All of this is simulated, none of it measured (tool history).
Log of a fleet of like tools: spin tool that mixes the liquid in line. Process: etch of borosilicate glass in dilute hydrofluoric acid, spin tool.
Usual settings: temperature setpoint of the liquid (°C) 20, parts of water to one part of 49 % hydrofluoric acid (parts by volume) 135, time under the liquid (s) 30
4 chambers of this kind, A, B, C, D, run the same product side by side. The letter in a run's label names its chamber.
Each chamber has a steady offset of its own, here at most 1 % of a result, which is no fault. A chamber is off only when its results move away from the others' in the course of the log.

run,hour,temperature setpoint of the liquid (°C),parts of water to one part of 49 % hydrofluoric acid (parts by volume),time under the liquid (s),"read-back film thickness of the borosilicate glass reference wafer, read on the same gauge (nm)",thickness taken off the borosilicate glass on a monitor wafer (angstrom)
1C,9,20,135,30,130,80.772
2B,16.8,20,135,30,130.04,81.954
3D,24.7,20,135,30,130.02,82.025
4A,32.8,20,135,30,129.96,82.004
5B,38.2,22,95,30,129.99,132
6D,44.7,22,95,30,130.01,133.04
7A,54.2,22,95,30,129.95,130.23
# hour 58.8: chamber B: thermometer replaced
8C,61.4,22,95,30,130.02,132.84
9D,66.4,20,135,30,129.99,81.058
10B,75,20,135,30,129.99,82.395
11C,83.6,20,175,15,129.96,30.128
12A,91.6,20,175,15,130.01,30.616
13C,96.1,20,175,15,130.02,29.63
14B,103.1,20,175,15,129.98,30.479
15D,113.3,20,135,30,129.94,80.435
16A,123.1,20,135,30,129.96,82.03
17D,129.5,20,135,30,130,80.611
18B,139.5,20,135,30,129.99,82.896
19A,149,20,135,30,129.99,80.669
20C,158.8,20,135,30,130.04,80.799
21C,167.7,22.5,135,30,130.05,89.591
22D,175.2,22.5,135,30,130,87.091
23B,184.2,22.5,135,30,130.04,89.439
24A,189.7,22.5,135,30,130.04,90.267
25C,199.3,20,135,30,129.98,81.729
26D,206.6,20,135,30,130.04,77.74

Is one chamber off against the others, does the gauge drift, or is nothing wrong? If a chamber is off, say which, and what the likeliest cause is.

Chamber D drifts away from the others.
Cause: liquid colder than its thermometer reads (K) = 1.38.
The log may not tell that from: hydrofluoric acid flow below the setpoint (%).

Here are 4 candidates for chamber D's next run, each the usual settings with a change, their results left as question marks. Which one brings its results back in line with what the others give on the usual settings?
In line means no further than this from the other chambers' mean on the usual settings: thickness taken off the borosilicate glass on a monitor wafer (angstrom) 2.1
27D-1,214,20,140,30,,?
27D-2,214,19.5,145,30,,?
27D-3,214,20,125,30,,?
27D-4,214,20,130,30,,?

The other chambers' mean on the usual settings: thickness taken off the borosilicate glass on a monitor wafer (angstrom) 81.715
run,thickness taken off the borosilicate glass on a monitor wafer (angstrom)
27D-1,75.055
27D-2,70.61
27D-3,85.535
27D-4,81.762
27D-4 brings the chamber back in line.

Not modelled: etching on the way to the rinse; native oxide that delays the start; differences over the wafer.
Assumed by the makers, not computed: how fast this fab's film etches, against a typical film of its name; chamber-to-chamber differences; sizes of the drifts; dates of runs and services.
